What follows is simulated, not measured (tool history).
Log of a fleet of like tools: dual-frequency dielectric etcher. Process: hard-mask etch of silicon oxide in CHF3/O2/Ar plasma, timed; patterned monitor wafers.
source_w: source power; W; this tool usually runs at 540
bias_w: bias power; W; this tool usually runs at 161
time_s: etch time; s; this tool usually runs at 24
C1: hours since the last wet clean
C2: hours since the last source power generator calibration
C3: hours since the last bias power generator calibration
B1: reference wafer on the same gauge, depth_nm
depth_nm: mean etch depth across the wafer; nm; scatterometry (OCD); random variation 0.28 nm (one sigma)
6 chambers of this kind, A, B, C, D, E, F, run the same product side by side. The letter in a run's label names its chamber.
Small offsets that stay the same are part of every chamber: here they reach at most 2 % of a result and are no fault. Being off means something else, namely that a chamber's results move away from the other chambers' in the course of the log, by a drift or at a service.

Run 1A, hour 12: usual settings; C1 30.2; C2 126.2; C3 2648.4; B1 45.145. Result: depth_nm 43.537 nm.
Run 2B, hour 18.3: usual settings; C1 485.4; C2 3930.2; C3 2489.6; B1 45.121. Result: depth_nm 44.468 nm.
Run 3E, hour 29.3: usual settings; C1 62.1; C2 2391.2; C3 545.6; B1 45.107. Result: depth_nm 43.112 nm.
Run 4D, hour 43.8: usual settings; C1 151.6; C2 796.4; C3 2365.2; B1 45.094. Result: depth_nm 43.841 nm.
Run 5C, hour 52.4: usual settings; C1 143.2; C2 1051.3; C3 377.2; B1 45.156. Result: depth_nm 43.607 nm.
Run 6F, hour 61: usual settings; C1 68; C2 1460.7; C3 997.7; B1 45.144. Result: depth_nm 44.063 nm.
Run 7B, hour 67.8: usual settings; C1 534.9; C2 3979.7; C3 2539.1; B1 45.059. Result: depth_nm 44.301 nm.
Run 8D, hour 74.6: usual settings; C1 182.4; C2 827.2; C3 2396; B1 45.125. Result: depth_nm 43.151 nm.
At hour 75.4: chamber B: wet clean of the chamber.
Run 9A, hour 82.9: usual settings; C1 101.1; C2 197.1; C3 2719.3; B1 45.049. Result: depth_nm 44.004 nm.
Run 10F, hour 96.8: usual settings; C1 103.8; C2 1496.5; C3 1033.5; B1 45.064. Result: depth_nm 43.926 nm.
Run 11C, hour 103.3: usual settings but source_w 610 W, time_s 28.5 s; C1 194.1; C2 1102.2; C3 428.1; B1 45.143. Result: depth_nm 54.455 nm.
Run 12E, hour 117.2: usual settings but source_w 610 W, time_s 28.5 s; C1 150; C2 2479.1; C3 633.5; B1 45.095. Result: depth_nm 54.099 nm.
Run 13F, hour 130.8: usual settings but source_w 610 W, time_s 28.5 s; C1 137.8; C2 1530.5; C3 1067.5; B1 45.085. Result: depth_nm 55.288 nm.
Run 14B, hour 144.6: usual settings but source_w 610 W, time_s 28.5 s; C1 69.2; C2 4056.5; C3 2615.9; B1 45.137. Result: depth_nm 55.309 nm.
Run 15E, hour 158: usual settings but source_w 610 W, time_s 28.5 s; C1 190.8; C2 2519.9; C3 674.3; B1 45.128. Result: depth_nm 55.013 nm.
Run 16C, hour 170.5: usual settings but source_w 610 W, time_s 28.5 s; C1 261.3; C2 1169.4; C3 495.3; B1 45.047. Result: depth_nm 53.631 nm.
Run 17D, hour 184.7: usual settings; C1 292.5; C2 937.3; C3 2506.1; B1 45.028. Result: depth_nm 43.858 nm.
Run 18A, hour 196.3: usual settings; C1 214.5; C2 310.5; C3 2832.7; B1 45.155. Result: depth_nm 43.367 nm.
Run 19E, hour 204.3: usual settings but bias_w 133 W, time_s 18 s; C1 237.1; C2 2566.2; C3 720.6; B1 45.157. Result: depth_nm 31.18 nm.
Run 20B, hour 212.8: usual settings but bias_w 133 W, time_s 18 s; C1 137.4; C2 4124.7; C3 2684.1; B1 45.081. Result: depth_nm 31.536 nm.
Run 21A, hour 220.4: usual settings but bias_w 133 W, time_s 18 s; C1 238.6; C2 334.6; C3 2856.8; B1 45.057. Result: depth_nm 30.83 nm.
Run 22D, hour 229.9: usual settings but bias_w 133 W, time_s 18 s; C1 337.7; C2 982.5; C3 2551.3; B1 45.165. Result: depth_nm 30.658 nm.
Run 23C, hour 239.6: usual settings but bias_w 133 W, time_s 18 s; C1 330.4; C2 1238.5; C3 564.4; B1 45.093. Result: depth_nm 30.615 nm.
Run 24F, hour 252.6: usual settings but bias_w 133 W, time_s 18 s; C1 259.6; C2 1652.3; C3 1189.3; B1 45.12. Result: depth_nm 31.127 nm.
Run 25F, hour 259.4: usual settings but bias_w 136 W, time_s 20.5 s; C1 266.4; C2 1659.1; C3 1196.1; B1 45.101. Result: depth_nm 35.653 nm.
Run 26C, hour 266.7: usual settings but bias_w 136 W, time_s 20.5 s; C1 357.5; C2 1265.6; C3 591.5; B1 45.092. Result: depth_nm 34.968 nm.
Run 27D, hour 276.5: usual settings but bias_w 136 W, time_s 20.5 s; C1 384.3; C2 1029.1; C3 2597.9; B1 45.045. Result: depth_nm 35.445 nm.
Run 28B, hour 287.7: usual settings but bias_w 136 W, time_s 20.5 s; C1 212.3; C2 4199.6; C3 2759; B1 45.048. Result: depth_nm 35.976 nm.
Run 29E, hour 294.9: usual settings but bias_w 136 W, time_s 20.5 s; C1 327.7; C2 2656.8; C3 811.2; B1 45.085. Result: depth_nm 35.668 nm.
Run 30A, hour 301.8: usual settings but bias_w 136 W, time_s 20.5 s; C1 320; C2 416; C3 2938.2; B1 45.127. Result: depth_nm 35.205 nm.
Run 31D, hour 311.2: usual settings; C1 419; C2 1063.8; C3 2632.6; B1 45.156. Result: depth_nm 43.57 nm.
Run 32F, hour 317.7: usual settings; C1 324.7; C2 1717.4; C3 1254.4; B1 45.124. Result: depth_nm 44.225 nm.
At hour 330.2: chamber A: wet clean of the chamber.
Run 33C, hour 332.2: usual settings; C1 423; C2 1331.1; C3 657; B1 45.157. Result: depth_nm 42.318 nm.
At hour 335.1: chamber D: wet clean of the chamber.
Run 34E, hour 339.5: usual settings; C1 372.3; C2 2701.4; C3 855.8; B1 45.111. Result: depth_nm 43.929 nm.
Run 35B, hour 350.6: usual settings; C1 275.2; C2 4262.5; C3 2821.9; B1 45.098. Result: depth_nm 44.772 nm.
Run 36A, hour 362.2: usual settings; C1 32.1; C2 476.4; C3 2998.6; B1 45.11. Result: depth_nm 43.369 nm.
At hour 367.5: chamber E: source power generator calibrated.
Run 37A, hour 376.1: usual settings; C1 46; C2 490.3; C3 3012.5; B1 45.077. Result: depth_nm 44.064 nm.
At hour 384.7: chamber F: wet clean of the chamber.
Run 38E, hour 386.4: usual settings; C1 419.2; C2 19; C3 902.7; B1 45.113. Result: depth_nm 43.69 nm.
Run 39C, hour 399.7: usual settings but time_s 17.5 s; C1 490.5; C2 1398.6; C3 724.5; B1 45.146. Result: depth_nm 31.123 nm.
Run 40F, hour 406.5: usual settings but time_s 17.5 s; C1 21.8; C2 1806.2; C3 1343.2; B1 45.163. Result: depth_nm 32.269 nm.
Run 41B, hour 420.3: usual settings but time_s 17.5 s; C1 344.9; C2 4332.2; C3 2891.6; B1 45.147. Result: depth_nm 32.158 nm.
Run 42D, hour 429.5: usual settings but time_s 17.5 s; C1 94.5; C2 1182.1; C3 2750.9; B1 45.092. Result: depth_nm 32.237 nm.
At hour 432.5: chamber F: source power generator calibrated.
Run 43F, hour 436.9: usual settings but time_s 17.5 s; C1 52.2; C2 4.4; C3 1373.6; B1 45.1. Result: depth_nm 32.305 nm.
Run 44D, hour 451.2: usual settings but time_s 17.5 s; C1 116.2; C2 1203.8; C3 2772.6; B1 45.087. Result: depth_nm 31.641 nm.

The same settings go to every chamber for the next run, one line per chamber below. Forecast the results for each:
Run 45A, hour 461.7: usual settings. Result: depth_nm ?.
Run 45B, hour 461.7: usual settings. Result: depth_nm ?.
Run 45C, hour 461.7: usual settings. Result: depth_nm ?.
Run 45D, hour 461.7: usual settings. Result: depth_nm ?.
Run 45E, hour 461.7: usual settings. Result: depth_nm ?.
Run 45F, hour 461.7: usual settings. Result: depth_nm ?.

run  depth_nm
45A    43.648
45B    44.978
45C     42.11
45D    43.482
45E    43.796
45F    43.545
